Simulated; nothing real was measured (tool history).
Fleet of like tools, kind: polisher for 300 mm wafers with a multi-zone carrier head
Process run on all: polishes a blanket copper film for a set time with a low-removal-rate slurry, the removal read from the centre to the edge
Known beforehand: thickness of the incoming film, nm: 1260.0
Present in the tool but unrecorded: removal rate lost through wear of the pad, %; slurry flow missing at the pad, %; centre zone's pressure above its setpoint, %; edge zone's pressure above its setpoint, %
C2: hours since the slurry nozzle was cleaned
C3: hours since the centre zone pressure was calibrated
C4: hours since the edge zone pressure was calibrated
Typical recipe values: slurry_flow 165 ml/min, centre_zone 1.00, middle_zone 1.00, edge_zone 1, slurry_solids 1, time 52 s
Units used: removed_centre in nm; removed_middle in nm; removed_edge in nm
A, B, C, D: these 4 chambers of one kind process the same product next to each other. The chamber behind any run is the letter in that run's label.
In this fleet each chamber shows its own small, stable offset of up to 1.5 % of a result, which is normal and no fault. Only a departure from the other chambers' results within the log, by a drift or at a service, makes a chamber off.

At hour 4.5: chamber B: centre zone pressure recalibrated.
At hour 10.7: chamber B: worn pad replaced by a new one.
Run 1D, hour 15.8: usual settings; wafers polished on this pad 848; C2 170.3; C3 480.7; C4 230.0. Result: removed_centre 168.46 nm, removed_middle 173.46 nm, removed_edge 174.18 nm.
Run 2C, hour 25.0: usual settings; wafers polished on this pad 675; C2 25.7; C3 380.3; C4 710.4. Result: removed_centre 170.95 nm, removed_middle 172.10 nm, removed_edge 173.52 nm.
Run 3B, hour 32.3: usual settings; wafers polished on this pad 319; C2 54.5; C3 27.8; C4 428.8. Result: removed_centre 176.34 nm, removed_middle 172.50 nm, removed_edge 171.55 nm.
At hour 38.0: chamber C: worn pad replaced by a new one.
Run 4A, hour 41.0: usual settings; wafers polished on this pad 860; C2 754.6; C3 842.5; C4 406.7. Result: removed_centre 176.33 nm, removed_middle 172.34 nm, removed_edge 171.26 nm.
At hour 45.5: chamber A: worn pad replaced by a new one.
Run 5A, hour 53.6: usual settings; wafers polished on this pad 119; C2 767.2; C3 855.1; C4 419.3. Result: removed_centre 170.77 nm, removed_middle 171.66 nm, removed_edge 167.79 nm.
Run 6C, hour 67.8: usual settings; wafers polished on this pad 439; C2 68.5; C3 423.1; C4 753.2. Result: removed_centre 172.31 nm, removed_middle 170.68 nm, removed_edge 173.13 nm.
At hour 72.1: chamber B: worn pad replaced by a new one.
Run 7D, hour 83.0: usual settings; wafers polished on this pad 1838; C2 237.5; C3 547.9; C4 297.2. Result: removed_centre 172.21 nm, removed_middle 173.21 nm, removed_edge 173.82 nm.
Run 8B, hour 92.3: usual settings; wafers polished on this pad 298; C2 114.5; C3 87.8; C4 488.8. Result: removed_centre 177.61 nm, removed_middle 172.01 nm, removed_edge 171.29 nm.
At hour 96.3: chamber C: worn pad replaced by a new one.
At hour 102.8: chamber A: worn pad replaced by a new one.
Run 9C, hour 103.1: usual settings but middle_zone 0.88; wafers polished on this pad 101; C2 103.8; C3 458.4; C4 788.5. Result: removed_centre 171.49 nm, removed_middle 153.91 nm, removed_edge 173.93 nm.
Run 10D, hour 112.1: usual settings but middle_zone 0.88; wafers polished on this pad 2267; C2 266.6; C3 577.0; C4 326.3. Result: removed_centre 174.56 nm, removed_middle 153.78 nm, removed_edge 175.12 nm.
Run 11A, hour 126.0: usual settings but middle_zone 0.88; wafers polished on this pad 342; C2 839.6; C3 927.5; C4 491.7. Result: removed_centre 167.16 nm, removed_middle 150.70 nm, removed_edge 171.30 nm.
Run 12B, hour 135.2: usual settings but middle_zone 0.88; wafers polished on this pad 930; C2 157.4; C3 130.7; C4 531.7. Result: removed_centre 174.19 nm, removed_middle 154.92 nm, removed_edge 172.85 nm.
Run 13D, hour 145.2: usual settings; wafers polished on this pad 2755; C2 299.7; C3 610.1; C4 359.4. Result: removed_centre 169.94 nm, removed_middle 171.56 nm, removed_edge 173.79 nm.
At hour 150.4: chamber B: worn pad replaced by a new one.
Run 14B, hour 153.3: usual settings; wafers polished on this pad 42; C2 175.5; C3 148.8; C4 549.8. Result: removed_centre 172.81 nm, removed_middle 174.55 nm, removed_edge 173.41 nm.
At hour 155.5: chamber A: slurry nozzle cleaned.
At hour 160.2: chamber C: worn pad replaced by a new one.
Run 15C, hour 166.8: usual settings; wafers polished on this pad 98; C2 167.5; C3 522.1; C4 852.2. Result: removed_centre 171.08 nm, removed_middle 172.23 nm, removed_edge 171.97 nm.
At hour 167.4: chamber D: edge zone pressure recalibrated.
At hour 168.1: chamber A: worn pad replaced by a new one.
Run 16A, hour 181.7: usual settings; wafers polished on this pad 200; C2 26.2; C3 983.2; C4 547.4. Result: removed_centre 170.58 nm, removed_middle 169.43 nm, removed_edge 171.91 nm.
At hour 194.0: chamber D: slurry nozzle cleaned.
Run 17A, hour 197.1: usual settings but centre_zone 0.92; wafers polished on this pad 427; C2 41.6; C3 998.6; C4 562.8. Result: removed_centre 156.54 nm, removed_middle 174.14 nm, removed_edge 170.28 nm.
Run 18B, hour 211.0: usual settings but centre_zone 0.92; wafers polished on this pad 893; C2 233.2; C3 206.5; C4 607.5. Result: removed_centre 157.48 nm, removed_middle 171.16 nm, removed_edge 170.74 nm.
At hour 221.7: chamber B: worn pad replaced by a new one.
At hour 222.8: chamber C: worn pad replaced by a new one.
Run 19C, hour 227.0: usual settings but centre_zone 0.92; wafers polished on this pad 62; C2 227.7; C3 582.3; C4 912.4. Result: removed_centre 159.12 nm, removed_middle 174.62 nm, removed_edge 173.97 nm.
At hour 236.9: chamber A: worn pad replaced by a new one.
Run 20D, hour 243.0: usual settings but centre_zone 0.92; wafers polished on this pad 4196; C2 49.1; C3 707.9; C4 75.7. Result: removed_centre 150.53 nm, removed_middle 163.06 nm, removed_edge 164.13 nm.
Run 21C, hour 251.1: usual settings; wafers polished on this pad 417; C2 251.8; C3 606.4; C4 936.5. Result: removed_centre 177.38 nm, removed_middle 172.37 nm, removed_edge 172.54 nm.
Run 22A, hour 260.7: usual settings; wafers polished on this pad 350; C2 105.2; C3 1062.2; C4 626.4. Result: removed_centre 171.48 nm, removed_middle 172.38 nm, removed_edge 168.83 nm.
Run 23D, hour 274.8: usual settings; wafers polished on this pad 4664; C2 80.9; C3 739.7; C4 107.5. Result: removed_centre 158.47 nm, removed_middle 162.60 nm, removed_edge 163.30 nm.
Run 24B, hour 284.1: usual settings; wafers polished on this pad 920; C2 306.3; C3 279.6; C4 680.6. Result: removed_centre 178.33 nm, removed_middle 169.17 nm, removed_edge 170.60 nm.
At hour 286.9: chamber C: slurry nozzle cleaned.
At hour 291.1: chamber C: worn pad replaced by a new one.
Run 25D, hour 297.5: usual settings; wafers polished on this pad 4999; C2 103.6; C3 762.4; C4 130.2. Result: removed_centre 157.91 nm, removed_middle 160.93 nm, removed_edge 159.84 nm.
At hour 306.2: chamber A: worn pad replaced by a new one.
Run 26C, hour 311.9: usual settings but middle_zone 1.09; wafers polished on this pad 306; C2 25.0; C3 667.2; C4 997.3. Result: removed_centre 174.35 nm, removed_middle 186.26 nm, removed_edge 175.19 nm.
Run 27A, hour 320.3: usual settings but middle_zone 1.09; wafers polished on this pad 208; C2 164.8; C3 1121.8; C4 686.0. Result: removed_centre 176.75 nm, removed_middle 183.32 nm, removed_edge 170.07 nm.

Which is it: a chamber that has drifted or been left off by a service, a gauge drift common to all chambers, or only each chamber's usual small offset? If a chamber is off, name it and its likeliest cause.

One chamber, D, drifts off from the rest bit by bit.
Cause: removal rate lost through wear of the pad, % = 9.03.

Which of the 4 candidates below, each the usual settings with something changed and its results left as question marks, puts chamber D back in line with what the other chambers give on the usual settings?
Allowed miss from the other chambers' usual-settings mean, per result, to count as in line: removed_centre 8.50 nm; removed_middle 4.30 nm; removed_edge 4.80 nm
Run 28D-1, hour 331.9: usual settings but time 54 s. Result: removed_centre ?, removed_middle ?, removed_edge ?.
Run 28D-2, hour 331.9: usual settings but time 50 s. Result: removed_centre ?, removed_middle ?, removed_edge ?.
Run 28D-3, hour 331.9: usual settings but slurry_flow 170 ml/min, centre_zone 1.01, time 56 s. Result: removed_centre ?, removed_middle ?, removed_edge ?.
Run 28D-4, hour 331.9: usual settings but slurry_flow 160 ml/min, centre_zone 0.99, time 48 s. Result: removed_centre ?, removed_middle ?, removed_edge ?.

Other chambers, usual settings, mean: removed_centre 173.31 nm; removed_middle 172.05 nm; removed_edge 171.83 nm
  run  removed_centre  removed_middle  removed_edge
28D-1          162.21          164.89        164.74
28D-2          150.19          152.67        152.53
28D-3          171.01          171.86        171.47
28D-4          141.76          145.79        145.86
28D-3 is the one that brings the chamber's results back in line with the other chambers.
